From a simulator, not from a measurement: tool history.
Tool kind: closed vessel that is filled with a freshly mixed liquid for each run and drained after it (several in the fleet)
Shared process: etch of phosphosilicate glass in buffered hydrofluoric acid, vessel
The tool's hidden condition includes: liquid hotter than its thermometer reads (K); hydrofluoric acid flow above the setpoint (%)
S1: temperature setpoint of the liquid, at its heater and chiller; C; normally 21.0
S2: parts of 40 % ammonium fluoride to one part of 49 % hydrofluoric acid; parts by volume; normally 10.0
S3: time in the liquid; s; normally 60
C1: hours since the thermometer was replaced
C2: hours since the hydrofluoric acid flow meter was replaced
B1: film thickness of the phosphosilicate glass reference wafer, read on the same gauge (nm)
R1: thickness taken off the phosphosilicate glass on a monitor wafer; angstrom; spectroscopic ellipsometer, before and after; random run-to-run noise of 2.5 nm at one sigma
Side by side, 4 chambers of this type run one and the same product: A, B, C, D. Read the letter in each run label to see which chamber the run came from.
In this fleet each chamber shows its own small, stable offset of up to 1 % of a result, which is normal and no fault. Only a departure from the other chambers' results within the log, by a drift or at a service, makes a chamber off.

run    day    S1    S2  S3      C1      C2      B1      R1
 1B  0.221  21.0  10.0  60   126.3   849.6  149.97  3245.8
 2A  0.450  21.0  10.0  60  1147.7  1049.4  149.97  3279.3
 3C  0.608  21.0  10.0  60   567.1  1439.5  150.01  3274.2
 4D  0.958  21.0  10.0  60   111.9  2291.6  150.02  3230.8
 5B  1.221  21.0  10.0  60   150.3   873.6  149.98  3262.9
 6D  1.508  21.0  10.0  60   125.1  2304.8  149.97  3306.9
 7A  1.738  24.5   7.5  60  1178.6  1080.3  149.98  5181.7
 8C  2.108  24.5   7.5  60   603.1  1475.5  150.02  5178.5
     2.300  -- chamber D: hydrofluoric acid flow meter replaced
 9D  2.329  24.5   7.5  60   144.8     0.8  150.01  5155.5
10A  2.504  24.5   7.5  60  1197.0  1098.7  149.98  5203.4
11C  2.779  21.0  10.0  60   619.2  1491.6  149.98  3301.0
     2.917  -- chamber A: hydrofluoric acid flow meter replaced
12B  3.112  21.0  12.0  45   195.7   919.0  149.99  2070.0
13C  3.275  21.0  12.0  45   631.1  1503.5  149.98  2063.9
14D  3.433  21.0  12.0  45   171.3    27.3  150.01  2029.9
15B  3.783  21.0  12.0  45   211.8   935.1  150.04  2122.5
16A  3.958  21.0  10.0  60  1231.9    25.0  149.97  3277.9
17C  4.175  21.0  10.0  60   652.7  1525.1  150.00  3287.7
18A  4.375  21.0  10.0  60  1241.9    35.0  149.99  3254.8
19D  4.596  21.0  10.0  85   199.2    55.2  150.01  4586.8
20B  4.950  21.0  10.0  85   239.8   963.1  149.99  4832.8
21C  5.225  21.0  10.0  85   677.9  1550.3  149.96  4649.5
22D  5.417  21.0  10.0  85   218.9    74.9  150.01  4575.1
23B  5.650  21.0  10.0  60   256.6   979.9  150.00  3510.9
24A  5.838  21.0  10.0  60  1277.0    70.1  150.01  3267.7
25D  6.129  21.0   7.0  90   236.0    92.0  150.00  6839.0

One chamber off, gauge drift, or nothing amiss beyond the chambers' own small offsets? If it is a chamber, which one, and what is the likeliest cause?

One chamber, B, drifts off from the rest bit by bit.
What lies behind it: hydrofluoric acid flow above the setpoint (%) = 12.8.
The log may not separate it from: liquid hotter than its thermometer reads (K).

Chamber B could run next with any of the 4 candidate recipes listed below; each alters the usual settings, and their results appear as question marks. Which one brings its results back in line with what the other chambers deliver on the usual settings?
Allowed miss from the other chambers' usual-settings mean, per result, to count as in line: R1 89.0 angstrom
26B-1  6.392  21.0  10.0  55               ?
26B-2  6.392  20.0  11.5  60               ?
26B-3  6.392  24.0  10.0  60               ?
26B-4  6.392  21.0  10.0  65               ?

What the other chambers average on the usual settings: R1 3269.0 angstrom
  run      R1
26B-1  3242.2
26B-2  3026.5
26B-3  4160.4
26B-4  3831.7
Change 26B-1 lands the chamber within the allowed miss of the other chambers.
